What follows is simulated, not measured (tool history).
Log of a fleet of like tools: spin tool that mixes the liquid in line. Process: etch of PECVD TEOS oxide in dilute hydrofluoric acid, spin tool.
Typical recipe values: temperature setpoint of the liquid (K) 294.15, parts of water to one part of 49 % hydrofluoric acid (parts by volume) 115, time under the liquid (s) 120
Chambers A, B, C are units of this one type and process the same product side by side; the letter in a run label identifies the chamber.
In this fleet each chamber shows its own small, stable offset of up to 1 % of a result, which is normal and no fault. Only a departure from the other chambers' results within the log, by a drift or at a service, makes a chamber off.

run   hour  temperature setpoint of the liquid (K)  parts of water to one part of 49 % hydrofluoric acid (parts by volume)  time under the liquid (s)  hours since the thermometer was replaced  hours since the hydrofluoric acid flow meter was replaced  read-back film thickness of the PECVD TEOS oxide reference wafer, read on the same gauge (nm)  thickness taken off the PECVD TEOS oxide on a monitor wafer (nm)
 1A    5.3                                  294.15                                                                     115                        120                                    2021.1                                                      438.1                                                                                            150                                                            11.408
 2C   13.6                                  294.15                                                                     115                        120                                     217.2                                                      456.7                                                                                         150.03                                                            11.325
 3B   20.4                                  294.15                                                                     115                        120                                     979.3                                                      487.9                                                                                         149.98                                                            11.427
 4C   28.3                                  294.15                                                                     115                        120                                     231.9                                                      471.4                                                                                         149.98                                                            11.504
 5B   34.3                                  294.15                                                                     115                        120                                     993.2                                                      501.8                                                                                            150                                                            11.426
 6A   41.3                                  294.15                                                                     115                        120                                    2057.1                                                      474.1                                                                                         150.04                                                            11.426
 7A   48.5                                  294.15                                                                     115                        120                                    2064.3                                                      481.3                                                                                         149.99                                                            11.395
 8C     54                                  294.15                                                                     115                        120                                     257.6                                                      497.1                                                                                            150                                                            11.463
      58.7  -- chamber C: hydrofluoric acid flow meter replaced
 9B   61.9                                  294.15                                                                     115                        120                                    1020.8                                                      529.4                                                                                         149.99                                                            11.464
10B     70                                  294.15                                                                     115                        120                                    1028.9                                                      537.5                                                                                         150.01                                                            11.496
11A   77.4                                  294.15                                                                     115                        120                                    2093.2                                                      510.2                                                                                         150.01                                                            11.494
12C   85.4                                  294.15                                                                     115                        120                                       289                                                       26.8                                                                                         150.02                                                            11.433
13B   93.9                                  294.15                                                                     115                        120                                    1052.8                                                      561.4                                                                                         149.99                                                            11.444
14A   98.5                                  294.15                                                                     115                        120                                    2114.3                                                      531.3                                                                                         149.99                                                            11.488
15C  105.2                                  294.15                                                                     115                        120                                     308.8                                                       46.6                                                                                         150.02                                                            11.393
16B  113.4                                  294.15                                                                     115                        120                                    1072.3                                                      580.9                                                                                            150                                                            11.498
17A  121.6                                  294.15                                                                     115                        165                                    2137.4                                                      554.4                                                                                         149.99                                                            15.831
18C  127.8                                  294.15                                                                     115                        165                                     331.4                                                       69.2                                                                                         150.01                                                            15.666
19B  132.9                                  294.15                                                                     115                        165                                    1091.8                                                      600.4                                                                                            150                                                            15.771
20C    137                                  294.15                                                                     115                        120                                     340.6                                                       78.4                                                                                            150                                                            11.493
21A    142                                  294.15                                                                     115                        120                                    2157.8                                                      574.8                                                                                            150                                                            11.506

One chamber off, gauge drift, or nothing amiss beyond the chambers' own small offsets? If it is a chamber, which one, and what is the likeliest cause?

Neither any chamber nor the gauge drifts; the chambers differ only by their own small, steady offsets.

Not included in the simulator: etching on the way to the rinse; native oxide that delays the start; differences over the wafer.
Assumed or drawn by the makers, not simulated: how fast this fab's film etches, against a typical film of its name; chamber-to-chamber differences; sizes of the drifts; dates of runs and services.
